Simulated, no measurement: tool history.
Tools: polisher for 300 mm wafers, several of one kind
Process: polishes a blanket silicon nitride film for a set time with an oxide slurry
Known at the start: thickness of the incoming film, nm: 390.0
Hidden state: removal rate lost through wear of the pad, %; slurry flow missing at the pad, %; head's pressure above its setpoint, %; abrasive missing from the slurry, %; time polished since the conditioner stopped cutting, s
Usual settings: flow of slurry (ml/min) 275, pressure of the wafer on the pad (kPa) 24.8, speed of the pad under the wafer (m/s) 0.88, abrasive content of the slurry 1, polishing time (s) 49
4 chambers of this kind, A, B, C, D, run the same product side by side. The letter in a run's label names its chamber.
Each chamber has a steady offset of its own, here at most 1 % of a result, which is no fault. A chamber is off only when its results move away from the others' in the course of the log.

| run | hour | flow of slurry (ml/min) | pressure of the wafer on the pad (kPa) | speed of the pad under the wafer (m/s) | abrasive content of the slurry | polishing time (s) | wafers polished on this pad | hours since the slurry nozzle was cleaned | hours since the head pressure was calibrated | hours since the slurry blender was calibrated | hours since the conditioning disc was replaced | film removed (Å) |
|---|---|---|---|---|---|---|---|---|---|---|---|---|
|  | 4.6 | chamber B: slurry nozzle cleaned |
| 1C | 6.5 | 275 | 24.8 | 0.88 | 1 | 49 | 753 | 160 | 291.8 | 126.3 | 128.2 | 235.33 |
| 2A | 10.6 | 275 | 24.8 | 0.88 | 1 | 49 | 286 | 111.6 | 620.5 | 350.1 | 332.8 | 234.39 |
| 3D | 15.8 | 275 | 24.8 | 0.88 | 1 | 49 | 583 | 180.1 | 370.4 | 142.8 | 172.7 | 232.15 |
|  | 18.3 | chamber D: head pressure recalibrated |
| 4B | 22 | 275 | 24.8 | 0.88 | 1 | 49 | 789 | 17.4 | 530.1 | 102.5 | 289 | 238.64 |
|  | 22.1 | chamber D: worn pad replaced by a new one |
| 5D | 27.3 | 275 | 24.8 | 0.88 | 1 | 49 | 55 | 191.6 | 9.1 | 154.3 | 184.2 | 235.86 |
| 6C | 31.8 | 275 | 24.8 | 0.88 | 1 | 49 | 1024 | 185.3 | 317.1 | 151.6 | 153.5 | 236.83 |
|  | 35.6 | chamber C: worn pad replaced by a new one |
| 7B | 37.4 | 370 | 24.8 | 0.88 | 1 | 33 | 954 | 32.8 | 545.5 | 117.9 | 304.4 | 166.49 |
| 8A | 42.7 | 370 | 24.8 | 0.88 | 1 | 33 | 630 | 143.7 | 652.6 | 382.2 | 364.9 | 160.46 |
| 9D | 48.6 | 370 | 24.8 | 0.88 | 1 | 33 | 284 | 212.9 | 30.4 | 175.6 | 205.5 | 162.39 |
| 10C | 52.7 | 370 | 24.8 | 0.88 | 1 | 33 | 183 | 206.2 | 338 | 172.5 | 174.4 | 163.62 |
|  | 53.5 | chamber A: worn pad replaced by a new one |
|  | 54 | chamber D: conditioning disc replaced and pad reconditioned |
|  | 54.7 | chamber C: slurry nozzle cleaned |
| 11A | 56.1 | 275 | 24.8 | 0.88 | 1 | 49 | 28 | 157.1 | 666 | 395.6 | 378.3 | 235.77 |
| 12B | 60 | 275 | 24.8 | 0.88 | 1 | 49 | 1197 | 55.4 | 568.1 | 140.5 | 327 | 241.02 |
|  | 62.3 | chamber A: conditioning disc replaced and pad reconditioned |
|  | 65.2 | chamber B: slurry blender recalibrated |
| 13C | 66 | 275 | 24.8 | 0.88 | 1 | 49 | 326 | 11.4 | 351.3 | 185.8 | 187.7 | 234.9 |
|  | 68.9 | chamber B: worn pad replaced by a new one |
| 14D | 70.7 | 275 | 24.8 | 0.88 | 1 | 49 | 521 | 235 | 52.5 | 197.7 | 16.7 | 236.8 |
| 15B | 75.4 | 275 | 24.8 | 0.88 | 1 | 49 | 70 | 70.8 | 583.5 | 10.2 | 342.4 | 238.95 |
| 16A | 81.8 | 275 | 24.8 | 0.88 | 1 | 49 | 303 | 182.8 | 691.7 | 421.3 | 19.5 | 233.74 |
|  | 86.3 | chamber D: worn pad replaced by a new one |
| 17A | 86.6 | 275 | 24.8 | 0.88 | 1 | 49 | 355 | 187.6 | 696.5 | 426.1 | 24.3 | 236.67 |
| 18D | 90.9 | 275 | 24.8 | 0.88 | 1 | 49 | 49 | 255.2 | 72.7 | 217.9 | 36.9 | 233.36 |
| 19C | 95.4 | 275 | 24.8 | 0.88 | 1 | 49 | 641 | 40.8 | 380.7 | 215.2 | 217.1 | 233.73 |
| 20B | 100.5 | 275 | 24.8 | 0.72 | 1 | 65 | 339 | 95.9 | 608.6 | 35.3 | 367.5 | 267.72 |
| 21D | 106.7 | 275 | 24.8 | 0.72 | 1 | 65 | 219 | 271 | 88.5 | 233.7 | 52.7 | 262.29 |
|  | 107 | chamber C: slurry blender recalibrated |
| 22B | 111.5 | 275 | 24.8 | 0.72 | 1 | 65 | 457 | 106.9 | 619.6 | 46.3 | 378.5 | 266.52 |
| 23C | 116.4 | 275 | 24.8 | 0.72 | 1 | 65 | 866 | 61.8 | 401.7 | 9.4 | 238.1 | 268.04 |
| 24A | 119.7 | 275 | 24.8 | 0.88 | 1 | 49 | 710 | 220.7 | 729.6 | 459.2 | 57.4 | 234.84 |
| 25D | 125.8 | 275 | 24.8 | 0.88 | 1 | 49 | 423 | 290.1 | 107.6 | 252.8 | 71.8 | 231.56 |
|  | 129.1 | chamber A: worn pad replaced by a new one |
| 26A | 130.1 | 275 | 24.8 | 0.88 | 1 | 49 | 11 | 231.1 | 740 | 469.6 | 67.8 | 238.46 |
|  | 130.6 | chamber C: worn pad replaced by a new one |
| 27C | 133.5 | 275 | 24.8 | 0.88 | 1 | 49 | 31 | 78.9 | 418.8 | 26.5 | 255.2 | 233.16 |
| 28B | 137.7 | 275 | 24.8 | 0.88 | 1 | 49 | 737 | 133.1 | 645.8 | 72.5 | 404.7 | 238.09 |
| 29D | 142.7 | 275 | 24.8 | 0.88 | 1 | 49 | 605 | 307 | 124.5 | 269.7 | 88.7 | 232.26 |

Is one chamber off against the others, does the gauge drift, or is nothing wrong? If a chamber is off, say which, and what the likeliest cause is.

No chamber stands off beyond its own small offset, and the gauge holds steady.
